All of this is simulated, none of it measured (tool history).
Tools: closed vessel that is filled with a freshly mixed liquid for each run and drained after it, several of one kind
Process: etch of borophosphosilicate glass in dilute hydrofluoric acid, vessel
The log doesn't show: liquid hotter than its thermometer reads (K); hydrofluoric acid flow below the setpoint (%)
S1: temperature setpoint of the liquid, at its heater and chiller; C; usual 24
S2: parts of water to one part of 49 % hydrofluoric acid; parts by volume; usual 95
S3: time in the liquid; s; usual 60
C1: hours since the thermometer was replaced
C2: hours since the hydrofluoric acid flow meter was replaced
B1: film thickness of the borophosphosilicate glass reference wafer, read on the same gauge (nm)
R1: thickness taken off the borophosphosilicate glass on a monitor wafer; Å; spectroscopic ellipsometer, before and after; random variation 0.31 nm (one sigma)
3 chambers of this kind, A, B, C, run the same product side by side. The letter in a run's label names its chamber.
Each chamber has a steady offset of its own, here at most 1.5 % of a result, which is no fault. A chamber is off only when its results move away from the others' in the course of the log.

| run | hour | S1 | S2 | S3 | C1 | C2 | B1 | R1 |
|---|---|---|---|---|---|---|---|---|
| 1C | 12.2 | 24 | 95 | 60 | 1082.5 | 303.7 | 140.01 | 337.35 |
| 2B | 22.9 | 24 | 95 | 60 | 52.6 | 832.7 | 140 | 327.76 |
| 3A | 33 | 24 | 95 | 60 | 65.2 | 646.3 | 139.99 | 335.24 |
| 4C | 43.9 | 24 | 95 | 60 | 1114.2 | 335.4 | 140.01 | 338.03 |
| 5A | 51.7 | 24 | 95 | 60 | 83.9 | 665 | 139.99 | 333 |
| 6B | 61.1 | 24 | 95 | 60 | 90.8 | 870.9 | 139.98 | 330.29 |
| 7A | 70.9 | 24 | 95 | 60 | 103.1 | 684.2 | 140 | 334.77 |
| 8C | 86.1 | 24 | 95 | 60 | 1156.4 | 377.6 | 140.01 | 334.06 |
| 9B | 95.6 | 24 | 95 | 60 | 125.3 | 905.4 | 139.99 | 338.06 |
| 10C | 107.2 | 24 | 95 | 60 | 1177.5 | 398.7 | 140.01 | 339.45 |
| 11A | 114.3 | 24 | 95 | 60 | 146.5 | 727.6 | 140.01 | 330.59 |
| 12B | 127 | 24 | 95 | 60 | 156.7 | 936.8 | 139.98 | 330.2 |
| 13C | 140.4 | 24 | 95 | 60 | 1210.7 | 431.9 | 140.01 | 335.2 |
| 14A | 156 | 24 | 95 | 60 | 188.2 | 769.3 | 139.98 | 337.19 |
| 15B | 170.9 | 24 | 95 | 60 | 200.6 | 980.7 | 139.99 | 326.91 |
|  | 173.4 | chamber C: hydrofluoric acid flow meter replaced |
|  | 180.7 | chamber C: thermometer replaced |
| 16C | 183.2 | 24 | 95 | 60 | 2.5 | 9.8 | 140 | 335.78 |
| 17B | 192.6 | 24 | 95 | 60 | 222.3 | 1002.4 | 140 | 330.75 |
|  | 194.9 | chamber A: hydrofluoric acid flow meter replaced |
| 18A | 201.9 | 24 | 95 | 60 | 234.1 | 7.1 | 139.99 | 336.79 |
| 19B | 213.6 | 22.5 | 95 | 40 | 243.3 | 1023.4 | 140 | 210.07 |
| 20C | 223.2 | 22.5 | 95 | 40 | 42.5 | 49.8 | 140 | 211.79 |
| 21A | 231.1 | 22.5 | 95 | 40 | 263.3 | 36.3 | 140.01 | 209.53 |

What goes on in this fleet: one chamber off, a drifting gauge, or nothing beyond the chambers' own small offsets? Name the chamber and the cause, if any.

No chamber stands off beyond its own small offset, and the gauge holds steady.

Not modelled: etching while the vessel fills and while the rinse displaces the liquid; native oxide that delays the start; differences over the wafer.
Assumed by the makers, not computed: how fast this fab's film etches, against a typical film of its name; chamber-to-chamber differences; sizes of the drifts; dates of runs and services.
